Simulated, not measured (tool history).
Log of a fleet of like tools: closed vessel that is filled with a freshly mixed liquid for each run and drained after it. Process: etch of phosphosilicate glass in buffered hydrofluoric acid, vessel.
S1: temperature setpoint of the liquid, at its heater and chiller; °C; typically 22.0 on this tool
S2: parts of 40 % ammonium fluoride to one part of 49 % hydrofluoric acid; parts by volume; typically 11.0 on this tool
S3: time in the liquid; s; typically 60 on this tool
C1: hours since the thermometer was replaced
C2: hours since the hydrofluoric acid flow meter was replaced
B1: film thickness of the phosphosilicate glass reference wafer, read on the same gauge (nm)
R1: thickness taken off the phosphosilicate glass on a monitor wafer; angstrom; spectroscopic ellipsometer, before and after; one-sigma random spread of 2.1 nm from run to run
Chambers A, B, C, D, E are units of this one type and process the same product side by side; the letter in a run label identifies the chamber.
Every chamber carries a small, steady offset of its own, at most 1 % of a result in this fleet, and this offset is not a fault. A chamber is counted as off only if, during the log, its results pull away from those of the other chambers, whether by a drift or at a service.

run 1B hour=15.2 | S1=22.0 S2=11.0 S3=60 | C1=1181.3 C2=804.1 | B1=120.05 | R1=2843.7
run 2C hour=24.0 | S1=22.0 S2=11.0 S3=60 | C1=115.3 C2=1441.2 | B1=120.02 | R1=2853.2
run 3E hour=34.2 | S1=22.0 S2=11.0 S3=60 | C1=458.5 C2=1465.5 | B1=119.98 | R1=2847.9
run 4D hour=46.1 | S1=22.0 S2=11.0 S3=60 | C1=1243.5 C2=467.2 | B1=120.01 | R1=2886.4
run 5A hour=56.7 | S1=22.0 S2=11.0 S3=85 | C1=1171.1 C2=427.6 | B1=120.01 | R1=4040.6
run 6D hour=66.9 | S1=22.0 S2=11.0 S3=85 | C1=1264.3 C2=488.0 | B1=119.98 | R1=4018.1
run 7E hour=81.0 | S1=22.0 S2=11.0 S3=85 | C1=505.3 C2=1512.3 | B1=119.97 | R1=4075.0
run 8A hour=94.5 | S1=22.0 S2=11.0 S3=85 | C1=1208.9 C2=465.4 | B1=120.00 | R1=3997.9
run 9C hour=108.8 | S1=22.0 S2=11.0 S3=85 | C1=200.1 C2=1526.0 | B1=120.00 | R1=4110.0
run 10B hour=117.1 | S1=22.0 S2=11.0 S3=60 | C1=1283.2 C2=906.0 | B1=119.99 | R1=2837.1
run 11A hour=130.9 | S1=22.0 S2=11.0 S3=60 | C1=1245.3 C2=501.8 | B1=119.95 | R1=2841.3
run 12B hour=142.9 | S1=22.0 S2=11.0 S3=75 | C1=1309.0 C2=931.8 | B1=120.03 | R1=3536.1
run 13D hour=149.6 | S1=22.0 S2=11.0 S3=75 | C1=1347.0 C2=570.7 | B1=120.01 | R1=3515.7
run 14C hour=156.2 | S1=22.0 S2=11.0 S3=75 | C1=247.5 C2=1573.4 | B1=120.00 | R1=3563.0
run 15E hour=167.8 | S1=22.0 S2=11.0 S3=75 | C1=592.1 C2=1599.1 | B1=120.02 | R1=3550.2
run 16A hour=176.8 | S1=22.0 S2=11.0 S3=75 | C1=1291.2 C2=547.7 | B1=120.00 | R1=3564.2
run 17C hour=184.4 | S1=22.0 S2=11.0 S3=95 | C1=275.7 C2=1601.6 | B1=119.97 | R1=4592.8
run 18B hour=198.2 | S1=22.0 S2=11.0 S3=95 | C1=1364.3 C2=987.1 | B1=120.01 | R1=4648.1
run 19E hour=211.2 | S1=22.0 S2=11.0 S3=95 | C1=635.5 C2=1642.5 | B1=120.01 | R1=4579.6
run 20D hour=224.1 | S1=22.0 S2=11.0 S3=95 | C1=1421.5 C2=645.2 | B1=120.01 | R1=4455.3
run 21A hour=231.3 | S1=22.0 S2=11.0 S3=95 | C1=1345.7 C2=602.2 | B1=119.98 | R1=4454.3
run 22C hour=242.1 | S1=20.5 S2=8.0 S3=60 | C1=333.4 C2=1659.3 | B1=120.01 | R1=3521.6
-- hour=255.9 chamber A: thermometer replaced
run 23E hour=256.7 | S1=20.5 S2=8.0 S3=60 | C1=681.0 C2=1688.0 | B1=120.02 | R1=3434.5
run 24B hour=264.2 | S1=20.5 S2=8.0 S3=60 | C1=1430.3 C2=1053.1 | B1=119.98 | R1=3632.8
run 25D hour=271.1 | S1=20.5 S2=8.0 S3=60 | C1=1468.5 C2=692.2 | B1=120.01 | R1=3506.2
run 26D hour=280.1 | S1=20.5 S2=8.0 S3=60 | C1=1477.5 C2=701.2 | B1=120.00 | R1=3536.9
run 27A hour=294.3 | S1=22.0 S2=9.5 S3=90 | C1=38.4 C2=665.2 | B1=120.01 | R1=4823.9
run 28C hour=305.4 | S1=22.0 S2=9.5 S3=90 | C1=396.7 C2=1722.6 | B1=120.00 | R1=4877.8
run 29B hour=314.4 | S1=22.0 S2=9.5 S3=90 | C1=1480.5 C2=1103.3 | B1=120.01 | R1=5073.2
run 30E hour=324.9 | S1=22.0 S2=9.5 S3=90 | C1=749.2 C2=1756.2 | B1=119.94 | R1=4882.1
run 31D hour=332.8 | S1=22.0 S2=9.5 S3=90 | C1=1530.2 C2=753.9 | B1=120.02 | R1=4788.6
-- hour=336.5 chamber E: hydrofluoric acid flow meter replaced
run 32E hour=343.2 | S1=22.0 S2=11.0 S3=85 | C1=767.5 C2=6.7 | B1=120.02 | R1=4016.2
run 33C hour=353.5 | S1=22.0 S2=11.0 S3=85 | C1=444.8 C2=1770.7 | B1=119.99 | R1=4069.8
run 34A hour=367.4 | S1=22.0 S2=11.0 S3=85 | C1=111.5 C2=738.3 | B1=120.00 | R1=4026.7
run 35B hour=381.7 | S1=22.0 S2=11.0 S3=85 | C1=1547.8 C2=1170.6 | B1=120.02 | R1=4341.4
run 36D hour=391.7 | S1=22.0 S2=11.0 S3=85 | C1=1589.1 C2=812.8 | B1=119.99 | R1=4008.6

Next, all 5 chambers run the settings below, one line each with question marks for the results. What does each chamber give?
run 37A hour=402.6 | S1=22.0 S2=11.0 S3=60 | R1=?
run 37B hour=402.6 | S1=22.0 S2=11.0 S3=60 | R1=?
run 37C hour=402.6 | S1=22.0 S2=11.0 S3=60 | R1=?
run 37D hour=402.6 | S1=22.0 S2=11.0 S3=60 | R1=?
run 37E hour=402.6 | S1=22.0 S2=11.0 S3=60 | R1=?

run=37A R1=2821.5
run=37B R1=3099.3
run=37C R1=2839.7
run=37D R1=2818.2
run=37E R1=2866.6
